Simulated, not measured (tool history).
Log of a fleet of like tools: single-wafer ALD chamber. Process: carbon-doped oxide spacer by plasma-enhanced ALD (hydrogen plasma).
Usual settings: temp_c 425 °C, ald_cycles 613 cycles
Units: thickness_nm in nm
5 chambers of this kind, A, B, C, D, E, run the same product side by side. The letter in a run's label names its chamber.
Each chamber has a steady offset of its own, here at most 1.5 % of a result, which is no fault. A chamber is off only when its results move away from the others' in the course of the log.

run	hour	temp_c	ald_cycles	hours since the last thermocouple change	read-back reference wafer on the same gauge, thickness_nm	thickness_nm
1D	12.1	425	613	159.0	32.104	28.159
# hour 12.4: chamber E: thermocouple changed; heater temperature recalibrated
2C	21.6	425	613	763.0	32.087	28.923
3E	27.4	425	613	15.1	32.083	28.417
4A	34.2	425	613	492.1	32.107	28.517
5B	44.0	425	613	2778.7	32.103	28.020
6D	55.4	425	613	202.3	32.105	28.210
7A	62.0	425	613	519.9	32.145	28.442
8B	67.5	425	613	2802.2	32.110	27.892
9C	79.5	425	613	820.9	32.097	28.870
10E	86.2	425	613	73.9	32.079	28.571
11A	94.3	425	613	552.2	32.065	28.284
12C	101.6	425	613	843.0	32.085	28.493
13D	108.0	425	613	254.9	32.127	28.247
14B	114.4	425	613	2849.1	32.091	27.957
15E	121.8	425	613	109.5	32.099	28.614
16D	130.2	425	613	277.1	32.087	28.352
17B	138.4	425	613	2873.1	32.107	27.906
18C	144.8	425	613	886.2	32.098	28.441
# hour 150.6: chamber B: thermocouple changed; heater temperature recalibrated
19A	155.1	425	613	613.0	32.098	28.390
20E	167.0	425	573	154.7	32.104	26.651
21B	178.2	425	573	27.7	32.108	25.704
22E	185.1	425	573	172.8	32.105	26.523
23C	193.2	425	573	934.6	32.110	26.818
24D	203.1	425	573	350.0	32.101	26.410
25A	214.7	425	613	672.6	32.112	28.416
26D	220.0	425	613	366.9	32.068	28.197
27B	228.3	425	613	77.8	32.073	27.407
28A	233.7	425	613	691.6	32.098	28.351
29C	242.8	425	613	984.2	32.094	28.419
30E	253.6	425	613	241.3	32.123	28.620
31B	259.3	425	613	108.8	32.107	27.461
32A	267.3	425	613	725.2	32.076	28.501
33E	276.9	425	613	264.6	32.089	28.476
34C	289.1	430	692	1030.5	32.117	31.862
35D	298.8	430	692	445.7	32.077	31.276
36B	307.3	430	692	156.8	32.090	30.419
37C	315.8	430	692	1057.2	32.109	31.739
38A	325.5	430	692	783.4	32.073	31.606
39E	337.1	415	533	324.8	32.092	25.709
40D	345.4	415	533	492.3	32.113	25.317
41C	350.8	415	533	1092.2	32.107	25.684
42D	360.7	415	533	507.6	32.091	25.413

Next, every chamber runs the same settings. What will each give?
43A	369.5	425	613			?
43B	369.5	425	613			?
43C	369.5	425	613			?
43D	369.5	425	613			?
43E	369.5	425	613			?

run	thickness_nm
43A	28.546
43B	27.526
43C	28.627
43D	28.350
43E	28.368
